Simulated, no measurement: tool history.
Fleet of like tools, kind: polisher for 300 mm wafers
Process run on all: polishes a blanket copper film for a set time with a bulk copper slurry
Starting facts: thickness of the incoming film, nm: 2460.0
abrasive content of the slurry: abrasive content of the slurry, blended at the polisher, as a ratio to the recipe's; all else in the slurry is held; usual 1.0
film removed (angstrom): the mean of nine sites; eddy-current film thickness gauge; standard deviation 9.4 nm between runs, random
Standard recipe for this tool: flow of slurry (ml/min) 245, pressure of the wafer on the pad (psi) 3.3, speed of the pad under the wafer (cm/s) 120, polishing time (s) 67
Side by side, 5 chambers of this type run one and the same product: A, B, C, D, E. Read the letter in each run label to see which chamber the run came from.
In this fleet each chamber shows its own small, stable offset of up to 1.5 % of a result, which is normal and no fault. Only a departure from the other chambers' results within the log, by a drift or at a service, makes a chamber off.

run	hour	flow of slurry (ml/min)	pressure of the wafer on the pad (psi)	speed of the pad under the wafer (cm/s)	abrasive content of the slurry	polishing time (s)	wafers polished on this pad	hours since the slurry nozzle was cleaned	hours since the head pressure was calibrated	hours since the slurry blender was calibrated	film removed (angstrom)
# hour 0.3: chamber B: slurry blender recalibrated
1D	2.2	245	3.3	120	1.0	67	674	415.9	456.3	38.5	9958.0
2C	5.2	245	3.3	120	1.0	67	575	325.0	405.9	169.7	10409.0
3A	7.8	245	3.3	120	1.0	67	206	523.8	51.1	165.0	10474.0
4B	11.5	245	3.3	120	1.0	67	861	235.3	827.4	11.3	10122.0
# hour 13.2: chamber D: worn pad replaced by a new one
5E	15.4	245	3.3	120	1.0	52	193	414.2	485.7	94.5	7881.5
6C	17.8	245	3.3	120	1.0	52	720	337.6	418.5	182.3	7940.6
7A	21.4	245	3.3	120	1.0	52	363	537.4	64.7	178.6	8060.5
8E	23.9	245	3.3	120	1.0	52	291	422.7	494.2	103.0	7806.9
# hour 25.9: chamber B: worn pad replaced by a new one
9B	27.4	245	3.3	120	1.0	52	17	251.2	843.3	27.2	7961.9
10D	30.7	205	3.3	120	1.0	45	202	444.4	484.8	67.0	6698.1
# hour 32.7: chamber B: slurry nozzle cleaned
11E	34.0	205	3.3	120	1.0	45	407	432.8	504.3	113.1	6694.8
12C	36.6	205	3.3	120	1.0	45	937	356.4	437.3	201.1	6703.9
13D	38.8	205	3.3	120	1.0	45	295	452.5	492.9	75.1	6657.4
# hour 40.2: chamber C: slurry blender recalibrated
14B	41.2	205	3.3	120	1.0	45	176	8.5	857.1	41.0	6676.5
15A	44.5	245	3.3	120	1.0	67	629	560.5	87.8	201.7	10409.0
16A	48.7	245	3.3	120	1.0	67	677	564.7	92.0	205.9	10174.0
17E	52.6	245	3.3	120	1.0	67	622	451.4	522.9	131.7	9982.1
18B	56.7	245	3.3	120	1.0	67	355	24.0	872.6	56.5	10389.0
# hour 59.3: chamber E: worn pad replaced by a new one
19C	59.3	245	3.3	120	1.0	67	1198	379.1	460.0	19.2	10268.0
# hour 60.0: chamber C: worn pad replaced by a new one
20D	61.6	290	2.4	120	1.0	67	558	475.3	515.7	97.9	7448.7
21C	65.7	290	2.4	120	1.0	67	65	385.5	466.4	25.6	7659.0
22B	69.6	290	2.4	120	1.0	67	503	36.9	885.5	69.4	7537.2
23D	72.0	290	2.4	120	1.0	67	678	485.7	526.1	108.3	7299.9
24A	75.5	290	2.4	120	1.0	67	986	591.5	118.8	232.7	7712.8
25E	79.1	245	3.3	120	1.0	67	228	477.9	549.4	158.2	10198.0
26D	83.5	245	3.3	120	1.0	67	810	497.2	537.6	119.8	9647.7
# hour 87.9: chamber D: worn pad replaced by a new one
27A	88.0	245	3.3	120	1.0	67	1130	604.0	131.3	245.2	10533.0
28B	90.3	245	3.3	120	1.0	67	742	57.6	906.2	90.1	10276.0
29E	94.7	245	3.3	120	1.0	67	408	493.5	565.0	173.8	10300.0
30C	98.3	245	3.3	120	1.0	67	441	418.1	499.0	58.2	10121.0
31E	101.8	245	3.3	120	1.0	67	489	500.6	572.1	180.9	9982.0
32A	105.4	245	3.3	120	1.0	67	1331	621.4	148.7	262.6	10354.0
33C	109.2	245	3.3	120	1.0	67	567	429.0	509.9	69.1	10270.0
# hour 109.4: chamber B: worn pad replaced by a new one
34D	113.4	245	3.3	120	1.0	67	294	527.1	567.5	149.7	9414.2
35B	116.5	245	3.3	120	1.0	67	82	83.8	932.4	116.3	10153.0
36B	118.8	245	3.3	148	1.2	67	108	86.1	934.7	118.6	13250.0

Read the log: is a single chamber off, either drifting away or since a service, is the gauge that measures every chamber drifting, or is nothing wrong beyond small per-chamber offsets? Name any odd chamber and what most likely caused it.

It is chamber D that slowly wanders off from its peers.
What lies behind it: abrasive missing from the slurry, % = 35.8.
With only this log, it may be confused with: head's pressure below its setpoint, %.

Which of the 4 candidates below, each the usual settings with something changed and its results left as question marks, puts chamber D back in line with what the other chambers give on the usual settings?
Counts as in line when no further than this from what the other chambers average on the usual settings: film removed (angstrom) 330.0
37D-1	122.0	245	3.3	122	1.0	68					?
37D-2	122.0	245	3.6	120	1.0	67					?
37D-3	122.0	245	3.3	118	1.0	66					?
37D-4	122.0	245	3.3	108	1.0	67					?

Other chambers, usual settings, mean: film removed (angstrom) 10229.0
run	film removed (angstrom)
37D-1	9613.6
37D-2	10160.0
37D-3	9025.7
37D-4	8388.0
37D-2 brings the chamber back in line.
